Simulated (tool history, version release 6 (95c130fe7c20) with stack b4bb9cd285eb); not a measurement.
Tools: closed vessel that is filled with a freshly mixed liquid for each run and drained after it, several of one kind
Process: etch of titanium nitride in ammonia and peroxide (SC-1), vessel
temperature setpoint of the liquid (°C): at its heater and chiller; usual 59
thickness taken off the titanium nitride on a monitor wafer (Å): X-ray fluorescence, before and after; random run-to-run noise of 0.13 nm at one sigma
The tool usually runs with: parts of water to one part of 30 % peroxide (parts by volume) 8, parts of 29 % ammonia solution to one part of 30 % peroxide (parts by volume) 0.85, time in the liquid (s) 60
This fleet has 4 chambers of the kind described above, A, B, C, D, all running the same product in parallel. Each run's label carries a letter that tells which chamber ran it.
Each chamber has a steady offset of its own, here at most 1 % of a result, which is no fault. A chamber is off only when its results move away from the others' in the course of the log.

run	hour	temperature setpoint of the liquid (°C)	parts of water to one part of 30 % peroxide (parts by volume)	parts of 29 % ammonia solution to one part of 30 % peroxide (parts by volume)	time in the liquid (s)	hours since the thermometer was replaced	hours since the ammonia flow meter was replaced	hours since the drum of ammonia solution was connected	read-back film thickness of the titanium nitride reference wafer, read on the same gauge (nm)	thickness taken off the titanium nitride on a monitor wafer (Å)
1B	6.4	59	8	0.85	60	1492.4	402.5	801.1	69.995	151.89
2A	10.3	59	8	0.85	60	364.3	445.3	856.2	69.998	153.02
3D	16	59	8	0.85	60	1345.3	745.1	233.3	70.014	151.32
# hour 18.8: chamber C: thermometer replaced
4C	19.9	59	8	0.85	60	1.1	733.1	321.5	70.003	155.42
5D	26.1	59	8	0.85	60	1355.4	755.2	243.4	69.99	151.24
6C	31.9	59	8	0.85	60	13.1	745.1	333.5	70.005	153.02
7A	38.4	59	8	0.85	60	392.4	473.4	884.3	70.014	149.24
8B	42.5	59	8	0.85	60	1528.5	438.6	837.2	70.02	152.22
9A	46.2	59	8	0.85	60	400.2	481.2	892.1	69.993	150.95
10C	50	59	8	0.85	60	31.2	763.2	351.6	69.995	153.53
11B	54.7	59	8	0.85	60	1540.7	450.8	849.4	70	153.95
12D	59.3	59	8	0.85	60	1388.6	788.4	276.6	70.024	152.62
13C	63.1	59	8	0.85	60	44.3	776.3	364.7	70.011	155.57
# hour 64.7: chamber B: ammonia flow meter replaced
14A	66.6	59	8	0.85	60	420.6	501.6	912.5	70.008	148.01
15B	70.1	59	8	0.85	60	1556.1	5.5	864.8	69.997	154.1
16D	75.3	59	8	0.85	60	1404.6	804.4	292.6	70.014	151.44
17A	83.3	59	10	0.85	85	437.3	518.3	929.2	69.994	191.08
18B	90.3	59	10	0.85	85	1576.3	25.7	885	70.021	200.6
19C	95.8	59	10	0.85	85	77	809	397.4	69.993	194.29
# hour 102.3: chamber A: new drum of ammonia solution connected
20D	103.6	59	10	0.85	85	1432.9	832.7	320.9	70.002	193.14
# hour 104.7: chamber C: new drum of ammonia solution connected
21D	110	59	8	0.85	60	1439.3	839.1	327.3	70.007	152.41
22B	114.5	59	11	0.85	70	1600.5	49.9	909.2	69.984	158.29
23A	120.8	59	11	0.85	70	474.8	555.8	18.5	69.998	149.86
24C	125.6	59	11	0.85	70	106.8	838.8	21	69.987	153.32
25B	131.8	59	11	0.85	70	1617.8	67.2	926.5	70.011	158.79
26D	135.7	59	5.5	0.85	60	1465	864.8	353	69.992	180.69
27A	141.6	59	5.5	0.85	60	495.6	576.6	39.3	69.986	180.48
28C	145.8	59	5.5	0.85	60	127	859	41.2	70.007	185.15
29D	150.3	59	5.5	0.85	60	1479.6	879.4	367.6	69.99	184.11
30A	157.5	59	8	0.85	60	511.5	592.5	55.2	69.974	151.04
31B	164.3	59	8	0.85	60	1650.3	99.7	959	69.998	164.59
32C	169.2	59	8	0.85	60	150.4	882.4	64.6	69.999	152.49
33A	176	59	8	0.85	60	530	611	73.7	70	153.59
34B	182.5	68.5	5	0.85	60	1668.5	117.9	977.2	69.983	379.11
35C	189.9	68.5	5	0.85	60	171.1	903.1	85.3	70.008	347.99
36D	196	68.5	5	0.85	60	1525.3	925.1	413.3	70.009	346.64
37B	200.6	68.5	5	0.85	60	1686.6	136	995.3	69.998	384.59
38A	205.5	59	8	0.85	60	559.5	640.5	103.2	69.992	152.7
39D	209.8	59	8	0.85	60	1539.1	938.9	427.1	70.007	153.26
40C	214.9	59	8	0.85	45	196.1	928.1	110.3	70.004	114.96
41B	222.1	59	8	0.85	45	1708.1	157.5	1016.8	70.003	126.46
42C	230.1	59	8	0.85	45	211.3	943.3	125.5	69.999	115.13

Read the log: is a single chamber off, either drifting away or since a service, is the gauge that measures every chamber drifting, or is nothing wrong beyond small per-chamber offsets? Name any odd chamber and what most likely caused it.

Little by little, chamber B moves away from the other chambers.
What lies behind it: liquid hotter than its thermometer reads (K) = 1.81.

Which of the 4 candidates below, each the usual settings with something changed and its results left as question marks, puts chamber B back in line with what the other chambers give on the usual settings?
A result is in line if it is within this distance of the other chambers' mean on the usual settings: thickness taken off the titanium nitride on a monitor wafer (Å) 4.7
43B-1	235.8	59	8.5	0.85	55					?
43B-2	235.8	60.5	7.5	0.85	60					?
43B-3	235.8	59	8	0.65	60					?
43B-4	235.8	60	8	0.85	60					?

Average result of the remaining chambers running the usual settings: thickness taken off the titanium nitride on a monitor wafer (Å) 152.09
run	thickness taken off the titanium nitride on a monitor wafer (Å)
43B-1	152.95
43B-2	195.94
43B-3	164.99
43B-4	183.65
43B-1 is the one that brings the chamber's results back in line with the other chambers.
